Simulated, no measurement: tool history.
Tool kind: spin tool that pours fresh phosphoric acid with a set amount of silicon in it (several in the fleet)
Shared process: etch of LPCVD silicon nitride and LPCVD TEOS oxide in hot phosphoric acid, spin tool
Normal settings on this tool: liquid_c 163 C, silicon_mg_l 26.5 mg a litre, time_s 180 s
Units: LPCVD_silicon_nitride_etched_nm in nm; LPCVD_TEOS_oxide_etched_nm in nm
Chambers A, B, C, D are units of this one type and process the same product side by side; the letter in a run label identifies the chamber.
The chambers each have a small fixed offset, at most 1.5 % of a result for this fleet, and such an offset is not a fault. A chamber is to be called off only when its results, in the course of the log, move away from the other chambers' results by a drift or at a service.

run	hour	liquid_c	silicon_mg_l	time_s	hours since the thermometer was replaced	hours since the dissolved silicon flow meter was replaced	hours since the heated supply line was repaired	read-back film thickness of the LPCVD silicon nitride reference wafer, read on the same gauge (nm)	read-back film thickness of the LPCVD TEOS oxide reference wafer, read on the same gauge (nm)	LPCVD_silicon_nitride_etched_nm	LPCVD_TEOS_oxide_etched_nm
1B	7.1	163	26.5	180	2408.3	393.6	1324.3	70.009	119.98	17.063	0.32185
2C	12.9	163	26.5	180	483.5	420.5	968.2	70.004	119.97	17.242	0.32317
3D	22.1	163	26.5	180	1007.3	2055.6	1896.5	70.015	120	17.514	0.31653
4A	28.3	163	26.5	180	1502.4	940.8	257.4	69.986	119.96	17.218	0.24065
5D	36.1	163	26.5	180	1021.3	2069.6	1910.5	70.046	120	17.021	0.32277
6A	41.7	163	26.5	180	1515.8	954.2	270.8	70.013	119.99	16.945	0.36486
7C	49	163	26.5	180	519.6	456.6	1004.3	69.981	119.99	17.042	0.30856
8B	53.8	163	26.5	180	2455	440.3	1371	70.039	119.98	16.958	0.29088
9A	62.6	163	26.5	180	1536.7	975.1	291.7	70	120	17.103	0.41023
10C	70.8	163	26.5	180	541.4	478.4	1026.1	69.976	119.98	16.902	0.35241
11D	76.1	163	26.5	180	1061.3	2109.6	1950.5	70.014	120	17.271	0.32887
12B	86.3	163	26.5	180	2487.5	472.8	1403.5	69.984	119.99	17.164	0.39621
13C	94.6	163	26.5	180	565.2	502.2	1049.9	69.999	120.03	16.545	0.30837
14D	102.2	163	26.5	180	1087.4	2135.7	1976.6	70.051	120.01	17.353	0.32073
15A	107.7	163	26.5	180	1581.8	1020.2	336.8	69.98	119.98	17.223	0.37741
16B	113.6	163	26.5	180	2514.8	500.1	1430.8	70.029	120	17.201	0.28066
17A	118.5	163	26.5	90	1592.6	1031	347.6	70.034	120.01	8.5643	0.17639
18B	128.4	163	26.5	90	2529.6	514.9	1445.6	69.965	119.99	8.5591	0.15313
19C	139.1	163	26.5	90	609.7	546.7	1094.4	69.984	120.01	8.0122	0.14689
20D	149.2	163	26.5	90	1134.4	2182.7	2023.6	69.999	120	8.5445	0.13108
21C	155.9	163	26.5	180	626.5	563.5	1111.2	69.985	119.98	15.845	0.23424
# hour 158: chamber C: dissolved silicon flow meter replaced
22B	166.7	163	26.5	180	2567.9	553.2	1483.9	70.001	119.99	17.204	0.24126
23D	175.7	163	26.5	245	1160.9	2209.2	2050.1	70.044	120.03	23.566	0.43715
24A	185.7	163	26.5	245	1659.8	1098.2	414.8	70.029	120.04	22.996	0.50321
25D	191.9	163	26.5	245	1177.1	2225.4	2066.3	69.983	119.99	23.837	0.42498
26B	196.9	163	26.5	245	2598.1	583.4	1514.1	70.023	120.02	23.366	0.40736
27C	203.4	163	26.5	180	674	45.4	1158.7	69.99	119.98	15.734	0.27992
28A	211.2	163	26.5	180	1685.3	1123.7	440.3	70.023	119.99	17.247	0.31927
29B	217.4	163	26.5	180	2618.6	603.9	1534.6	70.021	119.98	16.826	0.36102
30C	224.2	163	26.5	180	694.8	66.2	1179.5	69.998	120.01	15.516	0.27448
31A	230.6	163	26.5	180	1704.7	1143.1	459.7	69.968	119.99	17.183	0.37475
32D	238	163	26.5	180	1223.2	2271.5	2112.4	69.982	119.99	17.154	0.38861
33C	247.7	163	26.5	180	718.3	89.7	1203	69.977	120.01	15.268	0.24595
34B	254.4	163	26.5	180	2655.6	640.9	1571.6	69.975	120.01	17.052	0.27055
35A	264.3	161.5	26.5	180	1738.4	1176.8	493.4	69.997	120.01	16.17	0.312
36D	271	161.5	26.5	180	1256.2	2304.5	2145.4	69.983	120.01	16.321	0.30457

Each of the 4 chambers runs these same settings next. Fill in every chamber's results:
37A	278.9	163	14.5	180						?	?
37B	278.9	163	14.5	180						?	?
37C	278.9	163	14.5	180						?	?
37D	278.9	163	14.5	180						?	?

run	LPCVD_silicon_nitride_etched_nm	LPCVD_TEOS_oxide_etched_nm
37A	17.273	0.46897
37B	16.916	0.42078
37C	15.17	0.32351
37D	17.358	0.3975
